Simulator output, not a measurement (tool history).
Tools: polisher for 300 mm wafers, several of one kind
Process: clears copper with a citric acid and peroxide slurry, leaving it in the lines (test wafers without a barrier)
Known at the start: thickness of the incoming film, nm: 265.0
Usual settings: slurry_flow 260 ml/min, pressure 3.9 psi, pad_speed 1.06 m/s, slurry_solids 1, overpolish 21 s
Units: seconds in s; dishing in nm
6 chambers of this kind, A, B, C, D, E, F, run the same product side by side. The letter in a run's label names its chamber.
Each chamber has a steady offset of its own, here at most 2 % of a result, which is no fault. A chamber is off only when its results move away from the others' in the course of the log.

At day 0.079: chamber D: worn pad replaced by a new one.
Run 1B, day 0.196: usual settings. Result: seconds 90.074 s, dishing 41.827 nm.
Run 2E, day 0.458: usual settings. Result: seconds 85.626 s, dishing 42.448 nm.
Run 3F, day 0.675: usual settings. Result: seconds 89.589 s, dishing 40.95 nm.
Run 4D, day 0.942: usual settings. Result: seconds 89.638 s, dishing 41.52 nm.
At day 1.05: chamber A: slurry blender recalibrated.
Run 5A, day 1.175: usual settings. Result: seconds 87.738 s, dishing 42.527 nm.
At day 1.271: chamber A: worn pad replaced by a new one.
Run 6C, day 1.3: usual settings. Result: seconds 88.371 s, dishing 40.287 nm.
At day 1.388: chamber E: slurry blender recalibrated.
Run 7D, day 1.479: usual settings. Result: seconds 87.784 s, dishing 41.723 nm.
Run 8B, day 1.667: usual settings. Result: seconds 89.09 s, dishing 41.225 nm.
Run 9F, day 1.9: usual settings but slurry_flow 340 ml/min, pressure 3.3 psi. Result: seconds 101.4 s, dishing 36.779 nm.
Run 10C, day 2.092: usual settings but slurry_flow 340 ml/min, pressure 3.3 psi. Result: seconds 104.07 s, dishing 35.408 nm.
At day 2.15: chamber C: worn pad replaced by a new one.
Run 11A, day 2.317: usual settings but slurry_flow 340 ml/min, pressure 3.3 psi. Result: seconds 103.98 s, dishing 36.533 nm.
At day 2.483: chamber E: worn pad replaced by a new one.
At day 2.517: chamber F: head pressure recalibrated.
Run 12E, day 2.55: usual settings but slurry_flow 340 ml/min, pressure 3.3 psi. Result: seconds 103.13 s, dishing 37.329 nm.
At day 2.662: chamber F: slurry blender recalibrated.
Run 13C, day 2.675: usual settings but slurry_flow 340 ml/min, pressure 3.3 psi. Result: seconds 100.56 s, dishing 37.379 nm.
At day 2.704: chamber D: worn pad replaced by a new one.
At day 2.754: chamber F: worn pad replaced by a new one.
Run 14D, day 2.875: usual settings but slurry_flow 340 ml/min, pressure 3.3 psi. Result: seconds 104.45 s, dishing 36.485 nm.
Run 15F, day 3.004: usual settings but slurry_solids 0.85. Result: seconds 95.54 s, dishing 41.431 nm.
Run 16B, day 3.271: usual settings but slurry_solids 0.85. Result: seconds 91.542 s, dishing 40.383 nm.
Run 17A, day 3.408: usual settings but slurry_solids 0.85. Result: seconds 88.75 s, dishing 41.499 nm.
Run 18E, day 3.538: usual settings but slurry_solids 0.85. Result: seconds 91.43 s, dishing 42.957 nm.
Run 19D, day 3.721: usual settings but slurry_solids 0.85. Result: seconds 90.832 s, dishing 41.104 nm.
Run 20C, day 3.867: usual settings but slurry_solids 0.85. Result: seconds 91.258 s, dishing 40.009 nm.
Run 21B, day 4.017: usual settings. Result: seconds 88.474 s, dishing 41.512 nm.
Run 22E, day 4.246: usual settings. Result: seconds 90.547 s, dishing 40.761 nm.
At day 4.321: chamber A: worn pad replaced by a new one.
Run 23F, day 4.4: usual settings. Result: seconds 90.931 s, dishing 40.488 nm.
At day 4.483: chamber D: slurry blender recalibrated.
Run 24A, day 4.633: usual settings. Result: seconds 85.77 s, dishing 41.808 nm.
Run 25E, day 4.825: usual settings. Result: seconds 84.721 s, dishing 42.086 nm.
Run 26B, day 5: usual settings. Result: seconds 89.022 s, dishing 41.877 nm.
At day 5.05: chamber B: worn pad replaced by a new one.
At day 5.121: chamber E: head pressure recalibrated.
Run 27F, day 5.204: usual settings. Result: seconds 90.347 s, dishing 41.478 nm.
Run 28C, day 5.462: usual settings. Result: seconds 88.117 s, dishing 42.162 nm.
At day 5.579: chamber D: worn pad replaced by a new one.
Run 29A, day 5.629: usual settings. Result: seconds 88.385 s, dishing 41.278 nm.
Run 30D, day 5.867: usual settings. Result: seconds 89.816 s, dishing 43.798 nm.
Run 31A, day 5.988: usual settings. Result: seconds 90.199 s, dishing 41.662 nm.
Run 32F, day 6.254: usual settings. Result: seconds 90.254 s, dishing 43.845 nm.
At day 6.304: chamber E: slurry blender recalibrated.
Run 33E, day 6.392: usual settings. Result: seconds 86.687 s, dishing 41.446 nm.
At day 6.538: chamber C: worn pad replaced by a new one.
Run 34B, day 6.575: usual settings but pad_speed 0.92 m/s. Result: seconds 103.27 s, dishing 37.033 nm.
At day 6.721: chamber F: worn pad replaced by a new one.
Run 35D, day 6.762: usual settings but pad_speed 0.92 m/s. Result: seconds 102.7 s, dishing 36.052 nm.
Run 36C, day 7.021: usual settings but pad_speed 0.92 m/s. Result: seconds 102.16 s, dishing 36.552 nm.
Run 37C, day 7.154: usual settings but pad_speed 0.92 m/s. Result: seconds 99.69 s, dishing 36.796 nm.
Run 38E, day 7.4: usual settings but pad_speed 0.92 m/s. Result: seconds 103.33 s, dishing 38.675 nm.
Run 39F, day 7.662: usual settings but pad_speed 0.92 m/s. Result: seconds 101.9 s, dishing 36.68 nm.
Run 40B, day 7.908: usual settings. Result: seconds 90.412 s, dishing 42.235 nm.

Next, every chamber runs the same settings. What will each give?
Run 41A, day 8.104: usual settings. Result: seconds ?, dishing ?.
Run 41B, day 8.104: usual settings. Result: seconds ?, dishing ?.
Run 41C, day 8.104: usual settings. Result: seconds ?, dishing ?.
Run 41D, day 8.104: usual settings. Result: seconds ?, dishing ?.
Run 41E, day 8.104: usual settings. Result: seconds ?, dishing ?.
Run 41F, day 8.104: usual settings. Result: seconds ?, dishing ?.

run  seconds  dishing
41A   85.612   41.648
41B   89.269    42.81
41C   89.098   42.514
41D   86.323   41.916
41E   88.087   41.575
41F   90.995   43.511
